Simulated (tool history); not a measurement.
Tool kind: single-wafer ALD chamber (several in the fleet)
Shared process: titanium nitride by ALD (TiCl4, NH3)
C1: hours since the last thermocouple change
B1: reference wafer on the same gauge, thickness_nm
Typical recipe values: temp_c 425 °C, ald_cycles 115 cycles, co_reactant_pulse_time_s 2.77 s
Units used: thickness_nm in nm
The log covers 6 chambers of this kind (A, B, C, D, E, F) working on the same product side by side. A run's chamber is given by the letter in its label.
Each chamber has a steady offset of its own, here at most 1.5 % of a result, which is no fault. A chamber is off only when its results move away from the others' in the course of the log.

{"run": "1D", "day": 0.471, "temp_c": 425, "ald_cycles": 115, "co_reactant_pulse_time_s": 2.77, "C1": 1405.3, "B1": 2.6, "thickness_nm": 2.573}
{"run": "2F", "day": 0.875, "temp_c": 425, "ald_cycles": 115, "co_reactant_pulse_time_s": 2.77, "C1": 1214.8, "B1": 2.601, "thickness_nm": 2.5857}
{"run": "3C", "day": 1.304, "temp_c": 425, "ald_cycles": 115, "co_reactant_pulse_time_s": 2.77, "C1": 1502, "B1": 2.6006, "thickness_nm": 2.5753}
{"run": "4E", "day": 1.567, "temp_c": 425, "ald_cycles": 115, "co_reactant_pulse_time_s": 2.77, "C1": 1401.3, "B1": 2.6001, "thickness_nm": 2.5861}
{"run": "5B", "day": 1.967, "temp_c": 431, "ald_cycles": 115, "co_reactant_pulse_time_s": 2.77, "C1": 1626.2, "B1": 2.6017, "thickness_nm": 2.6184}
{"run": "6A", "day": 2.358, "temp_c": 431, "ald_cycles": 115, "co_reactant_pulse_time_s": 2.77, "C1": 743, "B1": 2.6016, "thickness_nm": 2.5845}
{"run": "7B", "day": 2.754, "temp_c": 431, "ald_cycles": 115, "co_reactant_pulse_time_s": 2.77, "C1": 1645.1, "B1": 2.6018, "thickness_nm": 2.6162}
{"run": "8E", "day": 3.042, "temp_c": 431, "ald_cycles": 115, "co_reactant_pulse_time_s": 2.77, "C1": 1436.7, "B1": 2.6022, "thickness_nm": 2.5874}
{"run": "9F", "day": 3.45, "temp_c": 431, "ald_cycles": 115, "co_reactant_pulse_time_s": 2.77, "C1": 1276.6, "B1": 2.6027, "thickness_nm": 2.5825}
{"run": "10D", "day": 4.0, "temp_c": 431, "ald_cycles": 115, "co_reactant_pulse_time_s": 2.77, "C1": 1490, "B1": 2.6027, "thickness_nm": 2.5733}
{"run": "11A", "day": 4.467, "temp_c": 425, "ald_cycles": 115, "co_reactant_pulse_time_s": 2.77, "C1": 793.6, "B1": 2.603, "thickness_nm": 2.5912}
{"run": "12C", "day": 4.817, "temp_c": 417, "ald_cycles": 115, "co_reactant_pulse_time_s": 2.77, "C1": 1586.3, "B1": 2.6032, "thickness_nm": 2.574}
{"run": "13D", "day": 5.208, "temp_c": 417, "ald_cycles": 115, "co_reactant_pulse_time_s": 2.77, "C1": 1519, "B1": 2.6037, "thickness_nm": 2.572}
{"run": "14B", "day": 5.65, "temp_c": 417, "ald_cycles": 115, "co_reactant_pulse_time_s": 2.77, "C1": 1714.6, "B1": 2.6046, "thickness_nm": 2.6164}
{"run": "15C", "day": 6.154, "temp_c": 417, "ald_cycles": 115, "co_reactant_pulse_time_s": 2.77, "C1": 1618.4, "B1": 2.605, "thickness_nm": 2.5722}
{"run": "16A", "day": 6.596, "temp_c": 417, "ald_cycles": 115, "co_reactant_pulse_time_s": 2.77, "C1": 844.7, "B1": 2.6049, "thickness_nm": 2.5857}
{"run": "17F", "day": 6.958, "temp_c": 417, "ald_cycles": 115, "co_reactant_pulse_time_s": 2.77, "C1": 1360.8, "B1": 2.6048, "thickness_nm": 2.582}
{"run": "18E", "day": 7.475, "temp_c": 425, "ald_cycles": 115, "co_reactant_pulse_time_s": 2.77, "C1": 1543.1, "B1": 2.6053, "thickness_nm": 2.5868}
{"run": "19E", "day": 8.062, "temp_c": 425, "ald_cycles": 115, "co_reactant_pulse_time_s": 2.77, "C1": 1557.2, "B1": 2.6055, "thickness_nm": 2.5869}
{"run": "20D", "day": 8.333, "temp_c": 425, "ald_cycles": 122, "co_reactant_pulse_time_s": 3.14, "C1": 1594, "B1": 2.606, "thickness_nm": 2.7409}
{"run": "21F", "day": 8.921, "temp_c": 425, "ald_cycles": 122, "co_reactant_pulse_time_s": 3.14, "C1": 1407.9, "B1": 2.6067, "thickness_nm": 2.7533}
{"run": "22C", "day": 9.475, "temp_c": 425, "ald_cycles": 122, "co_reactant_pulse_time_s": 3.14, "C1": 1698.1, "B1": 2.607, "thickness_nm": 2.7411}
{"run": "23A", "day": 9.767, "temp_c": 425, "ald_cycles": 122, "co_reactant_pulse_time_s": 3.14, "C1": 920.8, "B1": 2.6075, "thickness_nm": 2.7556}
{"run": "24B", "day": 10.346, "temp_c": 425, "ald_cycles": 122, "co_reactant_pulse_time_s": 3.14, "C1": 1827.3, "B1": 2.6078, "thickness_nm": 2.7886}
{"run": "25F", "day": 10.721, "temp_c": 425, "ald_cycles": 122, "co_reactant_pulse_time_s": 3.14, "C1": 1451.1, "B1": 2.6082, "thickness_nm": 2.7535}
{"run": "26E", "day": 11.117, "temp_c": 425, "ald_cycles": 115, "co_reactant_pulse_time_s": 2.77, "C1": 1630.5, "B1": 2.6078, "thickness_nm": 2.595}
{"run": "27D", "day": 11.65, "temp_c": 425, "ald_cycles": 115, "co_reactant_pulse_time_s": 2.77, "C1": 1673.6, "B1": 2.6074, "thickness_nm": 2.5848}
{"run": "28B", "day": 12.092, "temp_c": 425, "ald_cycles": 115, "co_reactant_pulse_time_s": 2.77, "C1": 1869.2, "B1": 2.6083, "thickness_nm": 2.6232}
{"run": "29A", "day": 12.471, "temp_c": 425, "ald_cycles": 115, "co_reactant_pulse_time_s": 2.77, "C1": 985.7, "B1": 2.6078, "thickness_nm": 2.5992}
{"run": "30C", "day": 12.762, "temp_c": 425, "ald_cycles": 115, "co_reactant_pulse_time_s": 2.77, "C1": 1777, "B1": 2.6089, "thickness_nm": 2.578}
{"run": "31C", "day": 13.071, "temp_c": 425, "ald_cycles": 115, "co_reactant_pulse_time_s": 2.77, "C1": 1784.4, "B1": 2.6096, "thickness_nm": 2.5822}
{"run": "32E", "day": 13.462, "temp_c": 425, "ald_cycles": 115, "co_reactant_pulse_time_s": 2.77, "C1": 1686.8, "B1": 2.6086, "thickness_nm": 2.5866}
{"run": "33A", "day": 13.938, "temp_c": 425, "ald_cycles": 115, "co_reactant_pulse_time_s": 2.77, "C1": 1020.9, "B1": 2.6098, "thickness_nm": 2.5947}
{"run": "34D", "day": 14.346, "temp_c": 425, "ald_cycles": 115, "co_reactant_pulse_time_s": 2.77, "C1": 1738.3, "B1": 2.6097, "thickness_nm": 2.5805}
{"run": "35F", "day": 14.629, "temp_c": 425, "ald_cycles": 115, "co_reactant_pulse_time_s": 2.77, "C1": 1544.9, "B1": 2.6107, "thickness_nm": 2.5906}
{"run": "36B", "day": 15.054, "temp_c": 425, "ald_cycles": 115, "co_reactant_pulse_time_s": 2.77, "C1": 1940.3, "B1": 2.6113, "thickness_nm": 2.6328}
{"run": "37A", "day": 15.633, "temp_c": 425, "ald_cycles": 115, "co_reactant_pulse_time_s": 2.77, "C1": 1061.6, "B1": 2.611, "thickness_nm": 2.5979}
{"run": "38F", "day": 15.962, "temp_c": 425, "ald_cycles": 115, "co_reactant_pulse_time_s": 2.77, "C1": 1576.9, "B1": 2.6118, "thickness_nm": 2.5891}
{"run": "39C", "day": 16.267, "temp_c": 425, "ald_cycles": 115, "co_reactant_pulse_time_s": 2.77, "C1": 1861.1, "B1": 2.6114, "thickness_nm": 2.5865}

All 6 chambers run these settings next. Forecast each chamber's results:
{"run": "40A", "day": 16.692, "temp_c": 425, "ald_cycles": 115, "co_reactant_pulse_time_s": 2.77, "thickness_nm": "?"}
{"run": "40B", "day": 16.692, "temp_c": 425, "ald_cycles": 115, "co_reactant_pulse_time_s": 2.77, "thickness_nm": "?"}
{"run": "40C", "day": 16.692, "temp_c": 425, "ald_cycles": 115, "co_reactant_pulse_time_s": 2.77, "thickness_nm": "?"}
{"run": "40D", "day": 16.692, "temp_c": 425, "ald_cycles": 115, "co_reactant_pulse_time_s": 2.77, "thickness_nm": "?"}
{"run": "40E", "day": 16.692, "temp_c": 425, "ald_cycles": 115, "co_reactant_pulse_time_s": 2.77, "thickness_nm": "?"}
{"run": "40F", "day": 16.692, "temp_c": 425, "ald_cycles": 115, "co_reactant_pulse_time_s": 2.77, "thickness_nm": "?"}

run=40A thickness_nm=2.5984
run=40B thickness_nm=2.6244
run=40C thickness_nm=2.5844
run=40D thickness_nm=2.5842
run=40E thickness_nm=2.5971
run=40F thickness_nm=2.5928
